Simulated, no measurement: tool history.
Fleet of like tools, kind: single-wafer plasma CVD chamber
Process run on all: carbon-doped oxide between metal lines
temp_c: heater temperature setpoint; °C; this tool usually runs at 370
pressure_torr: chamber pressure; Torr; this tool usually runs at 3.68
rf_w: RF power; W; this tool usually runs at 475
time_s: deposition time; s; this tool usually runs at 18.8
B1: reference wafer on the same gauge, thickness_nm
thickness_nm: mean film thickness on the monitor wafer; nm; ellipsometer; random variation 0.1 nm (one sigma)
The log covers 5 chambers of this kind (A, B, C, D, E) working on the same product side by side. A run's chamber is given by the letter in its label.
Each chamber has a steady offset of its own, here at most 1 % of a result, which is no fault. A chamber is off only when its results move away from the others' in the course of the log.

{"run": "1C", "hour": 3.6, "temp_c": 370, "pressure_torr": 3.68, "rf_w": 475, "time_s": 18.8, "B1": 80.291, "thickness_nm": 85.124}
{"run": "2A", "hour": 6.7, "temp_c": 370, "pressure_torr": 3.68, "rf_w": 475, "time_s": 18.8, "B1": 80.303, "thickness_nm": 84.726}
{"run": "3D", "hour": 9.9, "temp_c": 370, "pressure_torr": 3.68, "rf_w": 475, "time_s": 18.8, "B1": 80.355, "thickness_nm": 85.87}
{"run": "4E", "hour": 13.2, "temp_c": 370, "pressure_torr": 3.68, "rf_w": 475, "time_s": 18.8, "B1": 80.334, "thickness_nm": 85.49}
{"run": "5B", "hour": 17.8, "temp_c": 370, "pressure_torr": 3.68, "rf_w": 475, "time_s": 21.5, "B1": 80.341, "thickness_nm": 97.005}
{"run": "6C", "hour": 22.0, "temp_c": 370, "pressure_torr": 3.68, "rf_w": 475, "time_s": 21.5, "B1": 80.366, "thickness_nm": 97.104}
{"run": "7D", "hour": 26.3, "temp_c": 370, "pressure_torr": 3.68, "rf_w": 475, "time_s": 21.5, "B1": 80.392, "thickness_nm": 98.023}
{"run": "8A", "hour": 30.3, "temp_c": 370, "pressure_torr": 3.68, "rf_w": 475, "time_s": 21.5, "B1": 80.388, "thickness_nm": 96.548}
{"run": "9E", "hour": 35.0, "temp_c": 370, "pressure_torr": 3.68, "rf_w": 475, "time_s": 21.5, "B1": 80.398, "thickness_nm": 97.54}
{"run": "10B", "hour": 39.3, "temp_c": 370, "pressure_torr": 3.68, "rf_w": 475, "time_s": 18.8, "B1": 80.399, "thickness_nm": 85.351}
{"run": "11D", "hour": 41.9, "temp_c": 370, "pressure_torr": 3.68, "rf_w": 475, "time_s": 18.8, "B1": 80.432, "thickness_nm": 85.952}
{"run": "12E", "hour": 44.6, "temp_c": 370, "pressure_torr": 3.68, "rf_w": 475, "time_s": 18.8, "B1": 80.427, "thickness_nm": 85.703}
{"run": "13C", "hour": 48.3, "temp_c": 370, "pressure_torr": 3.68, "rf_w": 475, "time_s": 18.8, "B1": 80.446, "thickness_nm": 85.103}
{"run": "14A", "hour": 53.0, "temp_c": 370, "pressure_torr": 3.68, "rf_w": 475, "time_s": 18.8, "B1": 80.448, "thickness_nm": 84.948}
{"run": "15B", "hour": 57.6, "temp_c": 370, "pressure_torr": 3.68, "rf_w": 475, "time_s": 18.8, "B1": 80.498, "thickness_nm": 85.31}
{"run": "16A", "hour": 61.8, "temp_c": 370, "pressure_torr": 3.68, "rf_w": 475, "time_s": 18.8, "B1": 80.489, "thickness_nm": 84.718}
{"run": "17D", "hour": 65.8, "temp_c": 370, "pressure_torr": 3.68, "rf_w": 475, "time_s": 18.8, "B1": 80.545, "thickness_nm": 85.897}
{"run": "18C", "hour": 69.5, "temp_c": 370, "pressure_torr": 4.03, "rf_w": 475, "time_s": 15.4, "B1": 80.529, "thickness_nm": 70.823}
{"hour": 71.6, "done": "chamber E: RF generator calibrated"}
{"run": "19E", "hour": 73.2, "temp_c": 370, "pressure_torr": 4.03, "rf_w": 475, "time_s": 15.4, "B1": 80.528, "thickness_nm": 71.298}
{"run": "20B", "hour": 77.4, "temp_c": 370, "pressure_torr": 4.03, "rf_w": 475, "time_s": 15.4, "B1": 80.565, "thickness_nm": 70.87}
{"run": "21D", "hour": 80.2, "temp_c": 370, "pressure_torr": 4.03, "rf_w": 475, "time_s": 15.4, "B1": 80.545, "thickness_nm": 71.558}
{"run": "22A", "hour": 84.4, "temp_c": 370, "pressure_torr": 4.03, "rf_w": 475, "time_s": 15.4, "B1": 80.562, "thickness_nm": 70.481}
{"run": "23E", "hour": 87.2, "temp_c": 370, "pressure_torr": 3.68, "rf_w": 475, "time_s": 18.8, "B1": 80.593, "thickness_nm": 85.939}
{"run": "24C", "hour": 91.9, "temp_c": 370, "pressure_torr": 3.68, "rf_w": 475, "time_s": 18.8, "B1": 80.574, "thickness_nm": 85.258}
{"run": "25B", "hour": 94.8, "temp_c": 380, "pressure_torr": 3.68, "rf_w": 515, "time_s": 18.8, "B1": 80.619, "thickness_nm": 87.992}
{"run": "26C", "hour": 98.7, "temp_c": 380, "pressure_torr": 3.68, "rf_w": 515, "time_s": 18.8, "B1": 80.609, "thickness_nm": 87.845}
{"hour": 100.6, "done": "chamber B: capacitance manometer re-zeroed and calibrated"}
{"run": "27B", "hour": 102.5, "temp_c": 380, "pressure_torr": 3.68, "rf_w": 515, "time_s": 18.8, "B1": 80.65, "thickness_nm": 87.956}
{"run": "28A", "hour": 106.0, "temp_c": 380, "pressure_torr": 3.68, "rf_w": 515, "time_s": 18.8, "B1": 80.636, "thickness_nm": 87.497}
{"run": "29E", "hour": 110.4, "temp_c": 380, "pressure_torr": 3.68, "rf_w": 515, "time_s": 18.8, "B1": 80.646, "thickness_nm": 88.476}
{"run": "30D", "hour": 114.4, "temp_c": 370, "pressure_torr": 3.68, "rf_w": 475, "time_s": 18.8, "B1": 80.68, "thickness_nm": 86.216}
{"run": "31E", "hour": 117.0, "temp_c": 370, "pressure_torr": 3.68, "rf_w": 475, "time_s": 18.8, "B1": 80.687, "thickness_nm": 85.861}

The same settings go to every chamber for the next run, one line per chamber below. Forecast the results for each:
{"run": "32A", "hour": 120.5, "temp_c": 370, "pressure_torr": 3.68, "rf_w": 440, "time_s": 18.8, "thickness_nm": "?"}
{"run": "32B", "hour": 120.5, "temp_c": 370, "pressure_torr": 3.68, "rf_w": 440, "time_s": 18.8, "thickness_nm": "?"}
{"run": "32C", "hour": 120.5, "temp_c": 370, "pressure_torr": 3.68, "rf_w": 440, "time_s": 18.8, "thickness_nm": "?"}
{"run": "32D", "hour": 120.5, "temp_c": 370, "pressure_torr": 3.68, "rf_w": 440, "time_s": 18.8, "thickness_nm": "?"}
{"run": "32E", "hour": 120.5, "temp_c": 370, "pressure_torr": 3.68, "rf_w": 440, "time_s": 18.8, "thickness_nm": "?"}

run=32A thickness_nm=80.763
run=32B thickness_nm=81.095
run=32C thickness_nm=81.174
run=32D thickness_nm=81.811
run=32E thickness_nm=81.451
